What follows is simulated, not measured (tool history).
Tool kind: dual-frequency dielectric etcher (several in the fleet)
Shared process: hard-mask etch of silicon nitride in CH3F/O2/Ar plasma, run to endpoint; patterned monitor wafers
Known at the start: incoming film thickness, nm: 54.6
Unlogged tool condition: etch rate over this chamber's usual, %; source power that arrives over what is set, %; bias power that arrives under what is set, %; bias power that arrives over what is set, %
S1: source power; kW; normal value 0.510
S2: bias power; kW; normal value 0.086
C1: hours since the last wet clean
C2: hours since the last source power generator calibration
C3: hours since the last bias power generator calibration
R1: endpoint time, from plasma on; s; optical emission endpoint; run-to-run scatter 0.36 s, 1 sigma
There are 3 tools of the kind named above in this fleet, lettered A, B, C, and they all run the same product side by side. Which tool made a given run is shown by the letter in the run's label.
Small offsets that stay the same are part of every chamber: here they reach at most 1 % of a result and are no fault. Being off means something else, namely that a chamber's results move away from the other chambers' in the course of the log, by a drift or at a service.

run	hour	S1	S2	C1	C2	C3	R1
1B	7.0	0.510	0.086	151.2	216.7	1086.4	67.663
2A	19.9	0.510	0.086	233.6	2653.0	761.1	68.769
3C	27.2	0.510	0.086	544.3	1740.3	864.1	68.403
4B	34.1	0.510	0.086	178.3	243.8	1113.5	67.510
5A	43.1	0.510	0.086	256.8	2676.2	784.3	68.674
6C	49.9	0.510	0.086	567.0	1763.0	886.8	67.634
7A	61.1	0.510	0.086	274.8	2694.2	802.3	68.120
8B	68.8	0.510	0.086	213.0	278.5	1148.2	67.379
# hour 78.7: chamber C: wet clean of the chamber
9C	79.2	0.510	0.086	0.6	1792.3	916.1	67.501
10A	92.5	0.510	0.086	306.2	2725.6	833.7	68.027
11B	101.3	0.510	0.086	245.5	311.0	1180.7	67.845
12C	111.1	0.570	0.107	32.5	1824.2	948.0	60.440
# hour 120.5: chamber A: wet clean of the chamber
13B	122.2	0.570	0.107	266.4	331.9	1201.6	59.813
14A	134.1	0.570	0.107	13.6	2767.2	875.3	60.390
15C	141.5	0.510	0.086	62.9	1854.6	978.4	67.473
16A	148.9	0.510	0.086	28.4	2782.0	890.1	68.054
17B	159.6	0.510	0.086	303.8	369.3	1239.0	67.109
18C	170.7	0.510	0.086	92.1	1883.8	1007.6	68.103
19B	184.0	0.510	0.086	328.2	393.7	1263.4	67.233
20A	195.5	0.510	0.086	75.0	2828.6	936.7	68.725
21C	206.6	0.510	0.086	128.0	1919.7	1043.5	68.143
22A	220.5	0.510	0.086	100.0	2853.6	961.7	68.586
23C	228.6	0.510	0.086	150.0	1941.7	1065.5	67.818
24B	239.7	0.510	0.086	383.9	449.4	1319.1	67.087
25C	253.4	0.510	0.086	174.8	1966.5	1090.3	67.852
26B	264.0	0.510	0.086	408.2	473.7	1343.4	67.617
27A	271.5	0.510	0.086	151.0	2904.6	1012.7	68.031
28C	283.6	0.510	0.086	205.0	1996.7	1120.5	67.772
# hour 288.2: chamber B: wet clean of the chamber
29A	291.3	0.510	0.086	170.8	2924.4	1032.5	68.153
30B	302.9	0.510	0.086	14.7	512.6	1382.3	67.626
31C	312.6	0.510	0.086	234.0	2025.7	1149.5	67.756
32B	326.7	0.510	0.086	38.5	536.4	1406.1	67.501
33A	337.7	0.510	0.086	217.2	2970.8	1078.9	67.568
34C	349.5	0.510	0.086	270.9	2062.6	1186.4	68.105

Has any chamber moved away from the others, gradually or after a service, or does the common gauge drift, or do the chambers differ only by their own small steady offsets? State the chamber and the most likely cause if one applies.

No chamber is off and the gauge is stable; the differences are just each chamber's small, constant offset.

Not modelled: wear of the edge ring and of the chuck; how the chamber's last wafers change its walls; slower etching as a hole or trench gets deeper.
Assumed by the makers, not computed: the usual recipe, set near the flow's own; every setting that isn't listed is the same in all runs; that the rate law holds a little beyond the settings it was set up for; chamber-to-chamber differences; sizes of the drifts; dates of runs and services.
